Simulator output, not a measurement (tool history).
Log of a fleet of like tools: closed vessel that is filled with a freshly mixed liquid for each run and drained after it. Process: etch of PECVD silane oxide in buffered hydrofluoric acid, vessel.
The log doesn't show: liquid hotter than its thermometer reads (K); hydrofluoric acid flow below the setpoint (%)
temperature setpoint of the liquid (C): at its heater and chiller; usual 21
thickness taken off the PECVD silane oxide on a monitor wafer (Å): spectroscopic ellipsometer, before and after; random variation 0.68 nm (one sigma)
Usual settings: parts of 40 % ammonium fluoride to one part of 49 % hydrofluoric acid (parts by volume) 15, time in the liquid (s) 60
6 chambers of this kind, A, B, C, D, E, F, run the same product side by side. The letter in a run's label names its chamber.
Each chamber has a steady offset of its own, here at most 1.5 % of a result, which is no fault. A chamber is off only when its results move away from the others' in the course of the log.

| run | hour | temperature setpoint of the liquid (C) | parts of 40 % ammonium fluoride to one part of 49 % hydrofluoric acid (parts by volume) | time in the liquid (s) | hours since the thermometer was replaced | hours since the hydrofluoric acid flow meter was replaced | read-back film thickness of the PECVD silane oxide reference wafer, read on the same gauge (nm) | thickness taken off the PECVD silane oxide on a monitor wafer (Å) |
|---|---|---|---|---|---|---|---|---|
| 1F | 11.2 | 21 | 15 | 60 | 1902.5 | 1797.5 | 99.994 | 721.26 |
| 2D | 17.4 | 21 | 15 | 60 | 1615.8 | 1135.5 | 99.98 | 702.21 |
| 3B | 23.5 | 21 | 15 | 60 | 76.9 | 1090.1 | 99.972 | 699.74 |
| 4A | 31.6 | 21 | 15 | 60 | 1117.2 | 422 | 99.988 | 719.04 |
| 5C | 43 | 21 | 15 | 60 | 2741.9 | 247.7 | 99.956 | 735.14 |
| 6E | 49.1 | 21 | 15 | 60 | 935.7 | 357.9 | 100 | 707.47 |
| 7A | 60.6 | 21 | 15 | 60 | 1146.2 | 451 | 100.03 | 711.16 |
| 8F | 66.7 | 21 | 15 | 60 | 1958 | 1853 | 100.03 | 725.96 |
| 9E | 77.5 | 21 | 15 | 60 | 964.1 | 386.3 | 99.943 | 709.82 |
| 10C | 83.6 | 25.5 | 11 | 60 | 2782.5 | 288.3 | 100 | 1267.1 |
|  | 88.7 | chamber F: hydrofluoric acid flow meter replaced |
| 11D | 92.6 | 25.5 | 11 | 60 | 1691 | 1210.7 | 99.951 | 1232.3 |
| 12B | 98 | 25.5 | 11 | 60 | 151.4 | 1164.6 | 100 | 1243.2 |
|  | 99.7 | chamber D: hydrofluoric acid flow meter replaced |
| 13E | 107.6 | 25.5 | 11 | 60 | 994.2 | 416.4 | 99.996 | 1229.2 |
| 14C | 113.6 | 25.5 | 11 | 60 | 2812.5 | 318.3 | 99.96 | 1235.5 |
| 15F | 119 | 25.5 | 11 | 60 | 2010.3 | 30.4 | 100.03 | 1234 |
| 16B | 130.7 | 21 | 15 | 60 | 184.1 | 1197.3 | 100 | 714.01 |
| 17D | 142 | 21 | 15 | 60 | 1740.4 | 42.3 | 99.935 | 706.37 |
| 18A | 150.8 | 21 | 15 | 60 | 1236.4 | 541.2 | 100.07 | 698.16 |
| 19C | 157.2 | 21 | 15 | 60 | 2856.1 | 361.9 | 99.98 | 716.9 |
| 20F | 169.1 | 21 | 15 | 60 | 2060.4 | 80.5 | 99.99 | 720.04 |
| 21D | 174.8 | 21 | 15 | 40 | 1773.2 | 75.1 | 100.01 | 473.18 |
| 22B | 183.5 | 21 | 15 | 40 | 236.9 | 1250.1 | 100.01 | 475.61 |
| 23E | 190.9 | 21 | 15 | 40 | 1077.5 | 499.7 | 100.02 | 468.37 |
| 24A | 201.5 | 21 | 15 | 40 | 1287.1 | 591.9 | 100.01 | 453.29 |
| 25B | 209 | 21 | 15 | 40 | 262.4 | 1275.6 | 99.984 | 467.49 |
| 26D | 217.1 | 21 | 15 | 40 | 1815.5 | 117.4 | 100.01 | 478.78 |
| 27A | 224.1 | 21 | 15 | 60 | 1309.7 | 614.5 | 100 | 688.06 |
| 28E | 229.8 | 21 | 15 | 60 | 1116.4 | 538.6 | 99.994 | 708.59 |
| 29C | 236.9 | 21 | 15 | 60 | 2935.8 | 441.6 | 99.975 | 728.92 |
| 30F | 246.8 | 21 | 15 | 60 | 2138.1 | 158.2 | 99.992 | 722.43 |
| 31A | 255.2 | 21 | 15 | 60 | 1340.8 | 645.6 | 99.992 | 682.58 |
| 32F | 264.2 | 21 | 15 | 60 | 2155.5 | 175.6 | 100.01 | 717.13 |
| 33D | 273.6 | 21 | 15 | 60 | 1872 | 173.9 | 99.999 | 717.43 |
| 34C | 285.3 | 21 | 15 | 60 | 2984.2 | 490 | 100.01 | 732.06 |
| 35E | 294.6 | 21 | 15 | 60 | 1181.2 | 603.4 | 99.967 | 716.55 |
| 36B | 303.3 | 21 | 15 | 60 | 356.7 | 1369.9 | 99.963 | 708.91 |
| 37D | 313.1 | 21 | 15 | 60 | 1911.5 | 213.4 | 99.991 | 717.09 |
| 38C | 322.1 | 21 | 15 | 60 | 3021 | 526.8 | 100.01 | 720.29 |
| 39A | 330.9 | 21 | 15 | 60 | 1416.5 | 721.3 | 99.978 | 656.47 |
| 40B | 337.8 | 21 | 15 | 60 | 391.2 | 1404.4 | 100.02 | 706.89 |
| 41F | 347.2 | 21 | 15 | 60 | 2238.5 | 258.6 | 99.94 | 719.88 |

Is one chamber off against the others, does the gauge drift, or is nothing wrong? If a chamber is off, say which, and what the likeliest cause is.

Chamber A drifts away from the others.
Cause: hydrofluoric acid flow below the setpoint (%) = 8.11.
The log may not tell that from: liquid colder than its thermometer reads (K).

Here are 4 candidates for chamber A's next run, each the usual settings with a change, their results left as question marks. Which one brings its results back in line with what the others give on the usual settings?
In line means no further than this from the other chambers' mean on the usual settings: thickness taken off the PECVD silane oxide on a monitor wafer (Å) 24
| 42A-1 | 355.9 | 18.5 | 15 | 60 |  |  |  | ? |
| 42A-2 | 355.9 | 21 | 15 | 55 |  |  |  | ? |
| 42A-3 | 355.9 | 21 | 15 | 70 |  |  |  | ? |
| 42A-4 | 355.9 | 21 | 15 | 65 |  |  |  | ? |

The other chambers' mean on the usual settings: thickness taken off the PECVD silane oxide on a monitor wafer (Å) 714.73
| run | thickness taken off the PECVD silane oxide on a monitor wafer (Å) |
|---|---|
| 42A-1 | 570.79 |
| 42A-2 | 602.13 |
| 42A-3 | 766.34 |
| 42A-4 | 711.6 |
42A-4 brings the chamber back in line.

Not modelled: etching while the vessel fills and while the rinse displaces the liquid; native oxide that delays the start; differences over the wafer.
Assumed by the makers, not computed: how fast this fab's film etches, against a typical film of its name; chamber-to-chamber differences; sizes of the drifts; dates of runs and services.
